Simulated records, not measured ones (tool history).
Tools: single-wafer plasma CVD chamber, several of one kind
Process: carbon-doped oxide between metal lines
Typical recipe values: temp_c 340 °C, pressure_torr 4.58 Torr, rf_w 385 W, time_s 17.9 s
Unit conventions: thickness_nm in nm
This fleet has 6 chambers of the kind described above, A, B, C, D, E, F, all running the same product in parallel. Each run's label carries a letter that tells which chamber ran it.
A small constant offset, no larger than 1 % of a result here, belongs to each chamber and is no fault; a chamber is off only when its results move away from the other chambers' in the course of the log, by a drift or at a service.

| run | hour | temp_c | pressure_torr | rf_w | time_s | hours since the last thermocouple change | hours since the last RF generator calibration | hours since the last manometer calibration | read-back reference wafer on the same gauge, thickness_nm | thickness_nm |
|---|---|---|---|---|---|---|---|---|---|---|
| 1D | 10.2 | 340 | 4.58 | 385 | 17.9 | 412.5 | 812.1 | 991.5 | 82.164 | 78.46 |
| 2F | 19.8 | 340 | 4.58 | 385 | 17.9 | 1990.2 | 391.6 | 190.1 | 82.17 | 77.548 |
| 3E | 29.4 | 340 | 4.58 | 385 | 17.9 | 900.4 | 735.5 | 628.1 | 82.185 | 78.11 |
| 4C | 41.3 | 340 | 4.58 | 385 | 17.9 | 405.9 | 472 | 341.1 | 82.138 | 78.076 |
| 5B | 50.3 | 340 | 4.58 | 385 | 17.9 | 1784.6 | 742.5 | 1520.7 | 82.164 | 78.221 |
| 6A | 62.2 | 340 | 4.58 | 385 | 17.9 | 1963.3 | 183 | 268.4 | 82.162 | 78.427 |
| 7A | 72.2 | 340 | 4.58 | 385 | 17.9 | 1973.3 | 193 | 278.4 | 82.146 | 78.152 |
| 8B | 79 | 340 | 4.58 | 385 | 17.9 | 1813.3 | 771.2 | 1549.4 | 82.128 | 78.155 |
| 9D | 87.9 | 340 | 4.58 | 385 | 17.9 | 490.2 | 889.8 | 1069.2 | 82.129 | 78.405 |
| 10E | 96.9 | 340 | 4.58 | 385 | 17.9 | 967.9 | 803 | 695.6 | 82.11 | 77.99 |
|  | 98.3 | chamber E: thermocouple changed; heater temperature recalibrated |
| 11C | 107.4 | 340 | 4.58 | 385 | 17.9 | 472 | 538.1 | 407.2 | 82.124 | 78.152 |
| 12F | 117.6 | 340 | 3.84 | 360 | 17.9 | 2088 | 489.4 | 287.9 | 82.108 | 71.852 |
| 13A | 131.7 | 340 | 3.84 | 360 | 17.9 | 2032.8 | 252.5 | 337.9 | 82.112 | 72.785 |
| 14E | 139.7 | 340 | 3.84 | 360 | 17.9 | 41.4 | 845.8 | 738.4 | 82.102 | 72.292 |
| 15B | 151 | 340 | 3.84 | 360 | 17.9 | 1885.3 | 843.2 | 1621.4 | 82.092 | 72.237 |
| 16D | 163.2 | 340 | 3.84 | 360 | 17.9 | 565.5 | 965.1 | 1144.5 | 82.073 | 72.582 |
| 17F | 176.8 | 340 | 3.84 | 360 | 17.9 | 2147.2 | 548.6 | 347.1 | 82.057 | 71.781 |
| 18C | 187.9 | 340 | 4.58 | 385 | 17.9 | 552.5 | 618.6 | 487.7 | 82.075 | 77.978 |
| 19C | 200.9 | 340 | 4.58 | 385 | 17.9 | 565.5 | 631.6 | 500.7 | 82.045 | 77.964 |
| 20A | 209.7 | 340 | 4.58 | 385 | 17.9 | 2110.8 | 330.5 | 415.9 | 82.044 | 78.19 |
| 21D | 225.2 | 340 | 4.58 | 385 | 17.9 | 627.5 | 1027.1 | 1206.5 | 82.044 | 78.065 |
| 22F | 235.1 | 340 | 4.58 | 385 | 17.9 | 2205.5 | 606.9 | 405.4 | 82.009 | 77.319 |
|  | 235.7 | chamber F: thermocouple changed; heater temperature recalibrated |
| 23E | 242.7 | 340 | 4.58 | 385 | 17.9 | 144.4 | 948.8 | 841.4 | 82.028 | 77.902 |
| 24B | 255.4 | 340 | 4.58 | 385 | 17.9 | 1989.7 | 947.6 | 1725.8 | 82.002 | 77.959 |
| 25C | 265.7 | 340 | 4.58 | 385 | 17.9 | 630.3 | 696.4 | 565.5 | 82.002 | 77.944 |
| 26F | 274.7 | 340 | 4.58 | 385 | 17.9 | 39 | 646.5 | 445 | 81.997 | 77.35 |
| 27B | 286 | 340 | 4.58 | 385 | 17.9 | 2020.3 | 978.2 | 1756.4 | 81.978 | 78.171 |
| 28E | 297.2 | 340 | 4.58 | 385 | 17.9 | 198.9 | 1003.3 | 895.9 | 81.969 | 77.75 |
| 29A | 311.8 | 333 | 3.71 | 385 | 17.9 | 2212.9 | 432.6 | 518 | 81.954 | 77.733 |
| 30D | 325.8 | 333 | 3.71 | 385 | 17.9 | 728.1 | 1127.7 | 1307.1 | 81.976 | 77.835 |
| 31F | 337.8 | 333 | 3.71 | 385 | 17.9 | 102.1 | 709.6 | 508.1 | 81.943 | 77.066 |
| 32D | 345 | 333 | 3.71 | 385 | 17.9 | 747.3 | 1146.9 | 1326.3 | 81.965 | 77.888 |
| 33E | 356.8 | 333 | 3.71 | 385 | 17.9 | 258.5 | 1062.9 | 955.5 | 81.936 | 77.354 |
| 34B | 366.1 | 333 | 3.71 | 385 | 17.9 | 2100.4 | 1058.3 | 1836.5 | 81.928 | 77.582 |
| 35A | 379.1 | 340 | 4.58 | 385 | 17.9 | 2280.2 | 499.9 | 585.3 | 81.912 | 78.059 |
| 36C | 391.4 | 340 | 4.58 | 385 | 17.9 | 756 | 822.1 | 691.2 | 81.921 | 77.898 |
| 37E | 399.6 | 340 | 4.58 | 385 | 17.9 | 301.3 | 1105.7 | 998.3 | 81.904 | 77.854 |
| 38F | 411.9 | 345 | 4.58 | 385 | 21.3 | 176.2 | 783.7 | 582.2 | 81.892 | 90.426 |
| 39D | 418.7 | 345 | 4.58 | 385 | 21.3 | 821 | 1220.6 | 1400 | 81.908 | 91.162 |
| 40C | 425.7 | 345 | 4.58 | 385 | 21.3 | 790.3 | 856.4 | 725.5 | 81.899 | 91.011 |
| 41B | 440.1 | 345 | 4.58 | 385 | 21.3 | 2174.4 | 1132.3 | 1910.5 | 81.858 | 90.937 |
| 42A | 454.5 | 345 | 4.58 | 385 | 21.3 | 2355.6 | 575.3 | 660.7 | 81.87 | 91.295 |
| 43E | 461.4 | 345 | 4.58 | 385 | 21.3 | 363.1 | 1167.5 | 1060.1 | 81.847 | 90.805 |

One chamber off, gauge drift, or nothing amiss beyond the chambers' own small offsets? If it is a chamber, which one, and what is the likeliest cause?

No chamber is off; the gauge reading every chamber's wafers drifts, which makes the whole fleet appear to move together.
What lies behind it: gauge reads low (%) = 0.422.
